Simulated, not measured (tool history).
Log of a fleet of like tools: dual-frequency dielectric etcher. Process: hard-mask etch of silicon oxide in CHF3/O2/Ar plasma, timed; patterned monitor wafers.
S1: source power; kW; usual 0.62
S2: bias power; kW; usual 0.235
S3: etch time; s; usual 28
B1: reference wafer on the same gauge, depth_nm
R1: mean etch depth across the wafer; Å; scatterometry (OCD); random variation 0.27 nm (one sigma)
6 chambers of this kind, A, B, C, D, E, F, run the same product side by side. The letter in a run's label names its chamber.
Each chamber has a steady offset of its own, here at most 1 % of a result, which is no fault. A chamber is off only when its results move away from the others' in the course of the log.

run	hour	S1	S2	S3	B1	R1
1C	13.1	0.62	0.235	28	69.839	606.54
# hour 22.4: chamber D: wet clean of the chamber
2F	26	0.62	0.235	28	69.795	614.04
3A	39.2	0.62	0.235	28	69.831	616.84
4E	49.6	0.62	0.235	28	69.778	614.54
5B	62.7	0.62	0.235	28	69.743	613.12
6D	75.4	0.62	0.235	28	69.807	614.68
7A	83.3	0.62	0.235	28	69.675	616.63
# hour 91.8: chamber B: wet clean of the chamber
8B	92.4	0.62	0.235	28	69.744	610.62
9F	98.6	0.62	0.235	28	69.792	613.6
10D	107.3	0.62	0.235	28	69.775	620.1
11C	120.7	0.62	0.235	28	69.773	609.42
12E	128.8	0.62	0.235	28	69.803	621
13A	140.2	0.62	0.235	28	69.839	618.73
14F	150.9	0.62	0.197	32	69.778	655.9
15C	165	0.62	0.197	32	69.793	657.12
16E	177.4	0.62	0.197	32	69.839	659.28
17B	184.2	0.62	0.197	32	69.824	653.43
18D	195.1	0.62	0.197	32	69.739	665.07
19B	203.2	0.62	0.197	32	69.769	658.65
20C	212.7	0.62	0.235	28	69.81	612.17
21A	221.3	0.62	0.235	28	69.782	619.37
22D	231.9	0.62	0.235	28	69.875	613.02
23E	242.2	0.62	0.235	28	69.807	619.3
24F	254.7	0.62	0.235	28	69.773	608.95
25F	261	0.62	0.235	28	69.908	613.21
26D	268.7	0.62	0.235	28	69.779	619.53
# hour 277.5: chamber C: wet clean of the chamber
27A	280.1	0.62	0.235	28	69.874	618.21
28C	292.5	0.62	0.235	28	69.776	614.58
29B	300.2	0.62	0.235	28	69.827	609.71
30E	310.5	0.62	0.235	28	69.842	617.87
31E	318.5	0.62	0.235	28	69.883	617.79
32B	329	0.62	0.235	28	69.828	616.69
# hour 331.1: chamber F: source power generator calibrated
33C	336.4	0.62	0.235	28	69.861	610.94
34A	345.1	0.62	0.235	28	69.751	618.79
35F	354	0.62	0.235	28	69.807	614.94
36D	362.8	0.62	0.235	28	69.809	621.1
# hour 368.9: chamber F: wet clean of the chamber
37F	374.2	0.62	0.258	33.5	69.886	756.55

What goes on in this fleet: one chamber off, a drifting gauge, or nothing beyond the chambers' own small offsets? Name the chamber and the cause, if any.

No chamber stands off beyond its own small offset, and the gauge holds steady.
